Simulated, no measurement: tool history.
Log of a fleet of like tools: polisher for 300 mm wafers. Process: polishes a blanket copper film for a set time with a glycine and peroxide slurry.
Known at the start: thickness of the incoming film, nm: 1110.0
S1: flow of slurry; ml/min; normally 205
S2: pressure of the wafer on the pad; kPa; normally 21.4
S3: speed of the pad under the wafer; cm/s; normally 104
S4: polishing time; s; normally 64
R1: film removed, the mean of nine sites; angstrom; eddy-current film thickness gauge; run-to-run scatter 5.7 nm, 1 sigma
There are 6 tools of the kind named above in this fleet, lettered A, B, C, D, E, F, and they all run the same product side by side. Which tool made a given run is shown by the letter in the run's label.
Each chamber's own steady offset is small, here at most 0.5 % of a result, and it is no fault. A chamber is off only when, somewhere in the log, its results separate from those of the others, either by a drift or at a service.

run,hour,S1,S2,S3,S4,R1
# hour 5.9: chamber A: worn pad replaced by a new one
1C,10.8,205,21.4,104,64,4448.4
2A,22.2,205,21.4,104,64,4396.3
# hour 30.8: chamber E: worn pad replaced by a new one
3D,33.3,205,21.4,104,64,4411.1
4E,47.3,205,21.4,104,64,4467.2
5F,57.2,205,21.4,104,64,4445.5
6B,65.3,205,21.4,104,56,3868.8
# hour 66.1: chamber D: worn pad replaced by a new one
# hour 66.6: chamber C: worn pad replaced by a new one
# hour 71.8: chamber F: worn pad replaced by a new one
7B,73.2,205,21.4,104,56,3868.1
8D,83.8,205,21.4,104,56,3755.9
9A,93.0,205,21.4,104,56,3839.6
10F,103.7,205,21.4,104,56,3804.9
# hour 106.0: chamber A: worn pad replaced by a new one
# hour 112.2: chamber F: slurry nozzle cleaned
# hour 115.3: chamber E: worn pad replaced by a new one
11C,115.3,205,21.4,104,56,3910.9
12E,123.5,205,21.4,104,64,4400.5
# hour 123.9: chamber E: head pressure recalibrated
13C,136.1,205,21.4,104,64,4439.1
14A,144.2,205,21.4,104,64,4445.7
# hour 150.5: chamber D: worn pad replaced by a new one
15B,154.3,205,21.4,104,64,4454.9
# hour 157.5: chamber D: slurry nozzle cleaned
# hour 157.7: chamber C: worn pad replaced by a new one
16E,168.9,205,21.4,104,64,4352.3
17D,180.5,205,21.4,120,64,4993.0
# hour 182.2: chamber F: worn pad replaced by a new one
18F,192.9,205,21.4,120,64,5009.7
# hour 195.8: chamber E: worn pad replaced by a new one
# hour 203.6: chamber B: slurry nozzle cleaned
19B,207.6,205,21.4,120,64,4909.5
# hour 212.3: chamber A: worn pad replaced by a new one
20C,216.0,205,21.4,120,64,4935.4
21E,222.5,205,21.4,120,64,5027.8
22D,236.6,205,21.4,120,64,4974.2
# hour 244.0: chamber C: worn pad replaced by a new one
# hour 244.9: chamber D: worn pad replaced by a new one
23F,246.8,205,21.4,104,64,4404.6
# hour 249.5: chamber A: head pressure recalibrated
24A,253.8,230,25.5,104,64,5349.6
# hour 260.5: chamber E: slurry nozzle cleaned
25A,261.2,230,25.5,104,64,5225.0
26F,273.0,230,25.5,104,64,5109.7
# hour 283.3: chamber F: worn pad replaced by a new one
27D,284.5,230,25.5,104,64,5201.5
# hour 285.2: chamber E: worn pad replaced by a new one
28C,297.7,230,25.5,104,64,5173.3
# hour 307.9: chamber A: worn pad replaced by a new one
29E,310.3,230,25.5,104,64,5133.0
30B,319.4,205,21.4,104,64,4294.9
# hour 325.0: chamber C: worn pad replaced by a new one
31E,326.4,205,21.4,104,64,4466.0
# hour 331.1: chamber C: slurry nozzle cleaned
32A,338.9,205,21.4,104,64,4495.4
# hour 340.7: chamber D: worn pad replaced by a new one
33D,350.8,205,21.4,104,64,4367.0
34F,363.4,205,21.4,104,64,4361.5
# hour 369.4: chamber F: worn pad replaced by a new one
# hour 370.7: chamber E: worn pad replaced by a new one
35C,375.6,205,21.4,104,64,4386.4
36B,383.2,205,21.4,104,64,4120.1
37B,394.4,205,21.4,104,64,4113.5
38D,406.3,205,21.4,104,64,4348.7
# hour 408.8: chamber A: worn pad replaced by a new one
# hour 411.9: chamber C: worn pad replaced by a new one
39E,418.4,205,21.4,104,64,4455.6
40A,429.3,205,21.4,104,64,4395.4
41C,441.3,170,21.4,104,64,4246.9
42F,447.9,170,21.4,104,64,4302.5
43B,460.4,170,21.4,104,64,3907.8
44A,467.5,170,21.4,104,64,4282.6

Read the log: is a single chamber off, either drifting away or since a service, is the gauge that measures every chamber drifting, or is nothing wrong beyond small per-chamber offsets? Name any odd chamber and what most likely caused it.

Chamber B drifts away from the others.
Most likely cause: removal rate lost through wear of the pad, % = 7.92.
The log might look much the same if the cause were instead: head's pressure below its setpoint, %.

Which of the 4 candidates below, each the usual settings with something changed and its results left as question marks, puts chamber B back in line with what the other chambers give on the usual settings?
To be in line, a result may differ from the other chambers' mean on the usual settings by at most: R1 200.0 angstrom
45B-1,478.0,205,22.1,104,67,?
45B-2,478.0,205,21.4,94,64,?
45B-3,478.0,210,26.2,104,64,?
45B-4,478.0,205,20.0,98,59,?

The mean the other chambers reach with the usual settings: R1 4408.6 angstrom
run,R1
45B-1,4350.3
45B-2,3712.5
45B-3,4827.7
45B-4,3355.5
It is 45B-1 that realigns the chamber with its peers.
